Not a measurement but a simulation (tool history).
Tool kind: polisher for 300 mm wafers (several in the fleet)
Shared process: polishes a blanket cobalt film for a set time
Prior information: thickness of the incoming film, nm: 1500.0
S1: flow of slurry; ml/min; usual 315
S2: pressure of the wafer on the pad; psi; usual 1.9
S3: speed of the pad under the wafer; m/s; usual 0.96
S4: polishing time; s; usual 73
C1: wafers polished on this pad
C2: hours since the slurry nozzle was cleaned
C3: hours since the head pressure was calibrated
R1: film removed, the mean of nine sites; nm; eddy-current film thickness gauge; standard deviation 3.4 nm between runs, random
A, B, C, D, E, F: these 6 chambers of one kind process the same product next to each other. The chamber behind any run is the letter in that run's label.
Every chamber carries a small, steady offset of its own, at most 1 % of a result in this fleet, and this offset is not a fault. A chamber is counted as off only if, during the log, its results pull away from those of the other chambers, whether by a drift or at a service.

Run 1C, hour 4.5: usual settings; C1 890; C2 462.1; C3 87.7. Result: R1 340.07 nm.
Run 2A, hour 9.9: usual settings; C1 140; C2 195.2; C3 349.5. Result: R1 336.22 nm.
At hour 12.3: chamber F: worn pad replaced by a new one.
Run 3F, hour 15.4: usual settings; C1 32; C2 129.1; C3 114.5. Result: R1 340.00 nm.
Run 4D, hour 18.4: usual settings; C1 787; C2 28.1; C3 372.6. Result: R1 350.64 nm.
Run 5E, hour 23.2: usual settings; C1 618; C2 190.0; C3 260.3. Result: R1 344.13 nm.
Run 6B, hour 26.9: usual settings; C1 459; C2 385.2; C3 229.2. Result: R1 338.83 nm.
Run 7F, hour 32.0: usual settings but S2 1.6 psi, S3 1.08 m/s; C1 206; C2 145.7; C3 131.1. Result: R1 322.73 nm.
At hour 32.1: chamber E: worn pad replaced by a new one.
Run 8D, hour 37.7: usual settings but S2 1.6 psi, S3 1.08 m/s; C1 988; C2 47.4; C3 391.9. Result: R1 322.04 nm.
At hour 39.5: chamber B: worn pad replaced by a new one.
At hour 39.5: chamber B: slurry nozzle cleaned.
Run 9C, hour 41.3: usual settings but S2 1.6 psi, S3 1.08 m/s; C1 1274; C2 498.9; C3 124.5. Result: R1 314.44 nm.
At hour 43.5: chamber C: worn pad replaced by a new one.
Run 10A, hour 44.6: usual settings but S2 1.6 psi, S3 1.08 m/s; C1 503; C2 229.9; C3 384.2. Result: R1 317.67 nm.
Run 11B, hour 47.9: usual settings but S2 1.6 psi, S3 1.08 m/s; C1 87; C2 8.4; C3 250.2. Result: R1 332.02 nm.
Run 12E, hour 51.0: usual settings but S2 1.6 psi, S3 1.08 m/s; C1 197; C2 217.8; C3 288.1. Result: R1 322.16 nm.
Run 13A, hour 54.9: usual settings; C1 610; C2 240.2; C3 394.5. Result: R1 332.19 nm.
At hour 59.3: chamber D: worn pad replaced by a new one.
Run 14D, hour 59.9: usual settings; C1 6; C2 69.6; C3 414.1. Result: R1 342.87 nm.
Run 15B, hour 63.9: usual settings; C1 255; C2 24.4; C3 266.2. Result: R1 341.02 nm.
Run 16E, hour 68.2: usual settings but S1 240 ml/min, S3 1.16 m/s; C1 377; C2 235.0; C3 305.3. Result: R1 398.48 nm.
Run 17F, hour 71.4: usual settings but S1 240 ml/min, S3 1.16 m/s; C1 617; C2 185.1; C3 170.5. Result: R1 398.75 nm.
Run 18C, hour 74.6: usual settings but S1 240 ml/min, S3 1.16 m/s; C1 325; C2 532.2; C3 157.8. Result: R1 395.05 nm.
Run 19D, hour 78.2: usual settings but S1 240 ml/min, S3 1.16 m/s; C1 198; C2 87.9; C3 432.4. Result: R1 411.39 nm.
Run 20C, hour 81.0: usual settings but S1 240 ml/min, S3 1.16 m/s; C1 392; C2 538.6; C3 164.2. Result: R1 399.35 nm.
At hour 84.7: chamber A: worn pad replaced by a new one.
At hour 85.3: chamber F: worn pad replaced by a new one.
Run 21F, hour 85.9: usual settings but S1 240 ml/min, S3 1.16 m/s; C1 6; C2 199.6; C3 185.0. Result: R1 404.41 nm.
Run 22A, hour 90.8: usual settings; C1 64; C2 276.1; C3 430.4. Result: R1 343.85 nm.
At hour 93.2: chamber B: worn pad replaced by a new one.
Run 23E, hour 95.9: usual settings; C1 666; C2 262.7; C3 333.0. Result: R1 338.13 nm.
Run 24B, hour 100.9: usual settings; C1 80; C2 61.4; C3 303.2. Result: R1 342.46 nm.
Run 25A, hour 105.3: usual settings; C1 216; C2 290.6; C3 444.9. Result: R1 334.20 nm.
Run 26D, hour 109.6: usual settings; C1 526; C2 119.3; C3 463.8. Result: R1 348.56 nm.
At hour 112.3: chamber E: worn pad replaced by a new one.
Run 27B, hour 113.3: usual settings; C1 210; C2 73.8; C3 315.6. Result: R1 342.24 nm.
Run 28C, hour 117.7: usual settings; C1 775; C2 575.3; C3 200.9. Result: R1 336.92 nm.
Run 29F, hour 120.8: usual settings; C1 371; C2 234.5; C3 219.9. Result: R1 333.62 nm.
At hour 122.5: chamber C: slurry nozzle cleaned.
Run 30E, hour 124.7: usual settings; C1 129; C2 291.5; C3 361.8. Result: R1 341.69 nm.
Run 31F, hour 129.3: usual settings; C1 459; C2 243.0; C3 228.4. Result: R1 334.95 nm.
Run 32A, hour 131.9: usual settings but S3 0.70 m/s; C1 494; C2 317.2; C3 471.5. Result: R1 248.01 nm.
Run 33B, hour 134.6: usual settings but S3 0.70 m/s; C1 432; C2 95.1; C3 336.9. Result: R1 249.32 nm.
At hour 134.9: chamber F: slurry nozzle cleaned.
Run 34E, hour 137.6: usual settings but S3 0.70 m/s; C1 264; C2 304.4; C3 374.7. Result: R1 251.35 nm.
Run 35D, hour 142.0: usual settings but S3 0.70 m/s; C1 864; C2 151.7; C3 496.2. Result: R1 248.89 nm.
At hour 144.9: chamber B: worn pad replaced by a new one.
Run 36C, hour 146.6: usual settings but S3 0.70 m/s; C1 1077; C2 24.2; C3 229.8. Result: R1 244.87 nm.
Run 37B, hour 149.5: usual settings but S3 0.70 m/s; C1 48; C2 110.0; C3 351.8. Result: R1 249.56 nm.
Run 38F, hour 152.6: usual settings but S3 1.22 m/s; C1 703; C2 17.8; C3 251.7. Result: R1 439.66 nm.
Run 39A, hour 157.2: usual settings but S3 1.22 m/s; C1 758; C2 342.5; C3 496.8. Result: R1 429.47 nm.
Run 40E, hour 160.9: usual settings but S3 1.22 m/s; C1 507; C2 327.7; C3 398.0. Result: R1 434.84 nm.
Run 41D, hour 163.4: usual settings but S3 1.22 m/s; C1 1088; C2 173.1; C3 517.6. Result: R1 434.01 nm.

The same settings go to every chamber for the next run, one line per chamber below. Forecast the results for each:
Run 42A, hour 167.6: usual settings but S2 2.3 psi. Result: R1 ?.
Run 42B, hour 167.6: usual settings but S2 2.3 psi. Result: R1 ?.
Run 42C, hour 167.6: usual settings but S2 2.3 psi. Result: R1 ?.
Run 42D, hour 167.6: usual settings but S2 2.3 psi. Result: R1 ?.
Run 42E, hour 167.6: usual settings but S2 2.3 psi. Result: R1 ?.
Run 42F, hour 167.6: usual settings but S2 2.3 psi. Result: R1 ?.

run      R1
42A  411.68
42B  412.31
42C  409.88
42D  411.23
42E  416.80
42F  412.28
